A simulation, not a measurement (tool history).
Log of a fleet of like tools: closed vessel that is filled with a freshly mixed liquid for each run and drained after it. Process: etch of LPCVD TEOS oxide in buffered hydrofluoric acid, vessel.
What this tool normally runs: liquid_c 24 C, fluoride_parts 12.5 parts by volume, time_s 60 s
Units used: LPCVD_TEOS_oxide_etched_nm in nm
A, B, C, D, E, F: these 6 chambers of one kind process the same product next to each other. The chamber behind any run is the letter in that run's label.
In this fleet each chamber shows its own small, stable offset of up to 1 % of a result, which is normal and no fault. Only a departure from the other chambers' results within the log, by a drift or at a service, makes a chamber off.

run	day	liquid_c	fluoride_parts	time_s	hours since the thermometer was replaced	hours since the hydrofluoric acid flow meter was replaced	read-back film thickness of the LPCVD TEOS oxide reference wafer, read on the same gauge (nm)	LPCVD_TEOS_oxide_etched_nm
1E	0.354	24	12.5	60	356.3	1113.6	100.01	144.17
2A	0.796	24	12.5	60	931.3	2097	99.994	143.14
3D	1.338	24	12.5	60	459	264.8	99.988	141.69
4C	1.675	24	12.5	60	1561.1	919.5	100.01	140
# day 1.812: chamber A: thermometer replaced
5F	2.192	24	15	60	833.1	1236.1	100.01	118.68
6B	2.633	24	15	60	1560.4	71.5	99.983	120.91
7D	2.954	24	15	60	497.8	303.6	99.996	117.81
8F	3.433	24	15	60	862.9	1265.9	100.01	117.35
9C	3.988	24	15	60	1616.6	975	99.999	119.27
10A	4.533	24	15	60	65.4	2186.7	99.993	119.29
11B	4.867	24	12.5	60	1614	125.1	100	143.58
12E	5.2	24	12.5	60	472.6	1229.9	99.99	143.9
13A	5.629	24	12.5	60	91.7	2213	99.986	142.05
# day 6.096: chamber E: hydrofluoric acid flow meter replaced
14B	6.25	24	12.5	60	1647.2	158.3	99.972	143.46
15E	6.579	24	12.5	60	505.7	11.6	100	143.88
16F	6.988	24	12.5	60	948.2	1351.2	99.988	140.88
17C	7.6	24	12.5	60	1703.3	1061.7	100.01	140.38
18D	7.996	24	12.5	60	618.8	424.6	100.01	140.55
19F	8.621	24	12.5	60	987.4	1390.4	99.981	141.9
20C	9.2	24	12.5	35	1741.7	1100.1	100	83.188
21B	9.783	24	12.5	35	1732	243.1	100	83.096
22D	10.179	24	12.5	35	671.2	477	99.983	82.742
23E	10.7	24	12.5	35	604.6	110.5	100.02	82.708
24A	11.042	24	12.5	35	221.6	2342.9	100	83.444
25F	11.621	24	12.5	35	1059.4	1462.4	100	82.156
26E	12.117	21	12.5	35	638.6	144.5	99.984	70.933
27A	12.542	21	12.5	35	257.6	2378.9	99.992	70.531
28D	12.996	21	12.5	35	738.8	544.6	100	68.554
29B	13.271	21	12.5	35	1815.7	326.8	99.999	70.684
30C	13.767	21	12.5	35	1851.3	1209.7	100.01	70.527
31C	14.3	21	12.5	35	1864.1	1222.5	100.01	70.305
32B	14.7	24	12.5	60	1850	361.1	100.01	143.79
33F	15.183	24	12.5	60	1144.9	1547.9	100.01	143.07
34A	15.671	24	12.5	60	332.7	2454	100.01	142.43
35D	16.288	24	12.5	60	817.8	623.6	99.987	137.3
36E	16.817	24	12.5	60	751.4	257.3	99.993	143.42
37C	17.371	24	12.5	60	1937.8	1296.2	99.999	142.14
38D	17.675	24	12.5	60	851.1	656.9	99.992	134.48
39B	18.096	24	12.5	60	1931.5	442.6	99.998	142.96
40E	18.608	24	9.5	60	794.4	300.3	99.997	183.16

Next, all 6 chambers run the settings below, one line each with question marks for the results. What does each chamber give?
41A	19.062	24	12.5	60				?
41B	19.062	24	12.5	60				?
41C	19.062	24	12.5	60				?
41D	19.062	24	12.5	60				?
41E	19.062	24	12.5	60				?
41F	19.062	24	12.5	60				?

run	LPCVD_TEOS_oxide_etched_nm
41A	141.8
41B	142.79
41C	142.64
41D	134.55
41E	144.47
41F	141.85

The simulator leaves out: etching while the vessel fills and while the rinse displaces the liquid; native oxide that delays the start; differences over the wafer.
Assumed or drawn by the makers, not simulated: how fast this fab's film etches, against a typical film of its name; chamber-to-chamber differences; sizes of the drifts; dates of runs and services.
